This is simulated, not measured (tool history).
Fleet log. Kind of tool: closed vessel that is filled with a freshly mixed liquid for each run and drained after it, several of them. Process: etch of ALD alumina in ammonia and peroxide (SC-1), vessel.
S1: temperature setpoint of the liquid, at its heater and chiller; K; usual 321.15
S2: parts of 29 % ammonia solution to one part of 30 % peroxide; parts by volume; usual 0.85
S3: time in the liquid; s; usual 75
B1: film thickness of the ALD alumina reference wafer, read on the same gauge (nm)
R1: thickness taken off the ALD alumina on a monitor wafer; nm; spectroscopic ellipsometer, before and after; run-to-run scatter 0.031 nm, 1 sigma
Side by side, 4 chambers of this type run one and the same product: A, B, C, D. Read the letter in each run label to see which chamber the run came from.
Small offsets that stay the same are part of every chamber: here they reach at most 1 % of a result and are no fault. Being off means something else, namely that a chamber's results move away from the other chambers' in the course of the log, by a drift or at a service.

run 1A day=0.175 | S1=321.15 S2=0.85 S3=75 | B1=40.003 | R1=4.4200
run 2B day=0.325 | S1=321.15 S2=0.85 S3=75 | B1=39.989 | R1=4.3543
run 3D day=0.446 | S1=321.15 S2=0.85 S3=75 | B1=39.987 | R1=4.3210
run 4C day=0.562 | S1=321.15 S2=0.85 S3=75 | B1=40.000 | R1=4.3339
run 5A day=0.733 | S1=321.15 S2=0.75 S3=60 | B1=40.015 | R1=3.4578
run 6D day=0.883 | S1=321.15 S2=0.75 S3=60 | B1=40.016 | R1=3.3987
run 7C day=0.975 | S1=321.15 S2=0.75 S3=60 | B1=40.024 | R1=3.4795
-- day=1.021 chamber A: ammonia flow meter replaced
run 8B day=1.117 | S1=321.15 S2=0.75 S3=60 | B1=39.999 | R1=3.4234
run 9D day=1.254 | S1=321.15 S2=0.85 S3=75 | B1=39.958 | R1=4.3313
run 10C day=1.425 | S1=321.15 S2=0.85 S3=75 | B1=39.986 | R1=4.3848
run 11B day=1.538 | S1=321.15 S2=0.85 S3=75 | B1=39.969 | R1=4.2967
run 12A day=1.700 | S1=324.15 S2=0.85 S3=75 | B1=40.022 | R1=5.1951
run 13B day=1.821 | S1=324.15 S2=0.85 S3=75 | B1=40.031 | R1=5.1553
run 14C day=1.992 | S1=324.15 S2=0.85 S3=75 | B1=39.971 | R1=5.1830
run 15A day=2.146 | S1=324.15 S2=0.85 S3=75 | B1=39.985 | R1=5.1995
run 16D day=2.254 | S1=321.15 S2=0.85 S3=75 | B1=40.016 | R1=4.3252
run 17B day=2.433 | S1=321.15 S2=0.85 S3=75 | B1=39.999 | R1=4.3126
-- day=2.458 chamber B: new drum of ammonia solution connected
run 18D day=2.621 | S1=321.15 S2=0.85 S3=75 | B1=40.017 | R1=4.3333
run 19A day=2.717 | S1=321.15 S2=0.85 S3=75 | B1=39.985 | R1=4.3524
run 20C day=2.862 | S1=321.15 S2=0.85 S3=75 | B1=40.005 | R1=4.2873
run 21C day=3.062 | S1=321.15 S2=0.85 S3=75 | B1=40.004 | R1=4.2679
run 22A day=3.188 | S1=321.15 S2=0.85 S3=75 | B1=40.010 | R1=4.3830
run 23D day=3.308 | S1=321.15 S2=1.00 S3=35 | B1=40.002 | R1=2.0573
run 24B day=3.488 | S1=321.15 S2=1.00 S3=35 | B1=39.988 | R1=2.0680
run 25A day=3.604 | S1=321.15 S2=1.00 S3=35 | B1=40.013 | R1=2.1121
run 26D day=3.725 | S1=321.15 S2=1.00 S3=35 | B1=39.976 | R1=2.0753
run 27C day=3.879 | S1=321.15 S2=0.55 S3=115 | B1=40.006 | R1=6.2044
run 28B day=3.983 | S1=321.15 S2=0.55 S3=115 | B1=40.013 | R1=6.4665
run 29A day=4.150 | S1=321.15 S2=0.55 S3=115 | B1=40.005 | R1=6.5453
run 30B day=4.325 | S1=321.15 S2=0.55 S3=115 | B1=39.973 | R1=6.3500
run 31C day=4.417 | S1=321.15 S2=0.85 S3=75 | B1=39.995 | R1=4.2246
run 32D day=4.588 | S1=331.15 S2=0.85 S3=75 | B1=40.018 | R1=7.3963
run 33A day=4.775 | S1=331.15 S2=0.85 S3=75 | B1=40.017 | R1=7.5866
run 34D day=4.879 | S1=331.15 S2=0.85 S3=75 | B1=39.982 | R1=7.3017
run 35C day=4.988 | S1=331.15 S2=0.85 S3=75 | B1=40.018 | R1=7.1742
-- day=5.079 chamber D: new drum of ammonia solution connected
run 36B day=5.146 | S1=318.15 S2=0.85 S3=75 | B1=40.017 | R1=3.6751
run 37D day=5.308 | S1=318.15 S2=0.85 S3=75 | B1=40.015 | R1=3.6967
run 38C day=5.438 | S1=318.15 S2=0.85 S3=75 | B1=39.965 | R1=3.4469
run 39A day=5.571 | S1=318.15 S2=0.85 S3=75 | B1=39.972 | R1=3.7455
run 40B day=5.712 | S1=321.15 S2=0.85 S3=75 | B1=40.010 | R1=4.3936
-- day=5.871 chamber C: new drum of ammonia solution connected
run 41A day=5.875 | S1=321.15 S2=0.85 S3=75 | B1=40.025 | R1=4.4579
run 42B day=6.054 | S1=321.15 S2=0.85 S3=75 | B1=39.991 | R1=4.3118
run 43C day=6.250 | S1=321.15 S2=0.85 S3=75 | B1=40.026 | R1=4.0929
run 44D day=6.454 | S1=321.15 S2=0.85 S3=75 | B1=39.975 | R1=4.3087

Is one chamber out of step, is the gauge drifting, or do the chambers differ by no more than their own small offsets? For an off chamber, give its letter and the likeliest cause.

It is chamber C that slowly wanders off from its peers.
Most likely cause: liquid colder than its thermometer reads (K) = 1.39.

Below are 4 candidate recipes for chamber C's next run, each the usual settings with a change, their results shown as question marks. Which of them brings C's results back in line with what the other chambers give on the usual settings?
In line means no further than this from the other chambers' mean on the usual settings: R1 0.1100 nm
run 45C-1 day=6.604 | S1=320.15 S2=0.85 S3=70 | R1=?
run 45C-2 day=6.604 | S1=321.15 S2=0.85 S3=85 | R1=?
run 45C-3 day=6.604 | S1=322.65 S2=0.85 S3=75 | R1=?
run 45C-4 day=6.604 | S1=321.15 S2=0.85 S3=70 | R1=?

The mean the other chambers reach with the usual settings: R1 4.3652 nm
run=45C-1 R1=3.5750
run=45C-2 R1=4.5960
run=45C-3 R1=4.4157
run=45C-4 R1=3.7850
The answer is 45C-3, which returns the chamber to within the allowed miss of the others.
